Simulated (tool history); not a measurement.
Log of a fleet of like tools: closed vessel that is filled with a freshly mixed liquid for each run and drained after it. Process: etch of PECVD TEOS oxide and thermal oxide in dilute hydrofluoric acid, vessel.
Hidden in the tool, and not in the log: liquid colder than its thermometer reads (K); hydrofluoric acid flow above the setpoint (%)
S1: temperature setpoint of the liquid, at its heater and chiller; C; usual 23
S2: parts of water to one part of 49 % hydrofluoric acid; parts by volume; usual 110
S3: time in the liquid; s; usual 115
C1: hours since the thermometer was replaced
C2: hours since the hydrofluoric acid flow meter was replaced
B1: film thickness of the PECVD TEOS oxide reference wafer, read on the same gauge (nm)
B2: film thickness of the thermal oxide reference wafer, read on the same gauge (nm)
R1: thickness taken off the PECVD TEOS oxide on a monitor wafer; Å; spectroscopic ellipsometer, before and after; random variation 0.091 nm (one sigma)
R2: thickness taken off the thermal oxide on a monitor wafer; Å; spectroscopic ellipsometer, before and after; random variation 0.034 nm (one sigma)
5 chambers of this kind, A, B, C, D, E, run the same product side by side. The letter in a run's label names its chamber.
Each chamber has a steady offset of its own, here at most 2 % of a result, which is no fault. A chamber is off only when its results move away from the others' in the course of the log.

run,hour,S1,S2,S3,C1,C2,B1,B2,R1,R2
1A,5.6,23,110,115,935.6,277.8,79.981,60.034,175.950,46.447
2B,12.7,23,110,115,861.7,95.3,80.039,60.020,176.380,46.564
3D,19.5,23,110,115,1243.0,384.4,80.003,59.985,177.490,46.747
4C,26.8,23,110,115,333.2,869.7,79.972,59.984,177.470,47.202
5E,34.8,23,110,115,3183.1,569.5,80.032,60.003,178.370,46.987
6D,42.9,27,110,115,1266.4,407.8,80.004,60.039,207.300,54.487
7B,48.7,27,110,115,897.7,131.3,80.007,60.000,207.040,54.613
# hour 48.8: chamber C: hydrofluoric acid flow meter replaced
8A,55.1,27,110,115,985.1,327.3,80.009,60.062,206.540,54.407
9E,65.1,27,110,115,3213.4,599.8,79.993,59.993,207.200,54.778
10C,72.8,27,110,115,379.2,24.0,80.009,59.999,206.630,55.125
11E,80.2,23,110,55,3228.5,614.9,79.990,59.989,85.116,22.915
12A,85.6,23,110,55,1015.6,357.8,79.985,60.014,83.669,22.225
13C,94.1,23,110,55,400.5,45.3,79.991,60.009,84.685,22.566
14D,99.9,23,110,55,1323.4,464.8,79.982,59.977,84.843,22.017
15B,107.4,23,110,55,956.4,190.0,80.008,59.964,84.493,22.331
16D,112.7,23,110,115,1336.2,477.6,79.968,60.010,175.870,46.030
17B,117.2,23,110,115,966.2,199.8,79.999,59.989,176.890,46.562
18C,127.4,23,110,80,433.8,78.6,80.049,60.005,123.040,33.292
19A,135.9,23,110,80,1065.9,408.1,79.992,60.019,121.600,32.409
20E,142.0,23,110,80,3290.3,676.7,79.958,59.976,124.080,32.878
21D,148.1,23,110,80,1371.6,513.0,79.968,59.990,124.020,31.959
22A,155.6,23,110,80,1085.6,427.8,79.974,59.981,122.680,32.825
23E,161.5,23,110,115,3309.8,696.2,80.019,60.023,177.840,47.361
24B,168.5,23,110,115,1017.5,251.1,79.953,60.037,177.620,47.207
# hour 169.1: chamber E: thermometer replaced
25C,176.8,23,110,115,483.2,128.0,80.009,59.947,176.180,46.630
26B,183.1,27,85,115,1032.1,265.7,80.011,59.984,273.790,72.209
27C,193.1,27,85,115,499.5,144.3,79.987,59.977,273.480,73.263
28E,203.3,27,85,115,34.3,738.0,80.003,59.984,276.950,74.663
29A,208.5,27,85,115,1138.5,480.7,80.025,60.039,278.740,73.092
30D,215.2,27,85,115,1438.7,580.1,79.993,59.993,276.440,71.075
31D,221.0,23,110,115,1444.5,585.9,80.030,60.024,176.410,46.602
32B,229.6,23,110,115,1078.6,312.2,79.976,60.037,175.020,46.276
33A,234.2,23,110,115,1164.2,506.4,80.018,59.983,174.590,45.915
34C,241.6,23,110,115,548.0,192.8,79.995,60.037,176.430,47.030
35E,247.8,23,110,115,78.8,782.5,80.003,60.010,177.130,46.800
36E,256.9,23,110,115,87.9,791.6,79.980,59.969,175.810,47.799
37B,262.2,23,110,115,1111.2,344.8,79.991,59.961,176.310,46.316
38C,267.1,23,110,115,573.5,218.3,80.029,59.971,176.480,47.169

Is one chamber off against the others, does the gauge drift, or is nothing wrong? If a chamber is off, say which, and what the likeliest cause is.

No chamber stands off beyond its own small offset, and the gauge holds steady.
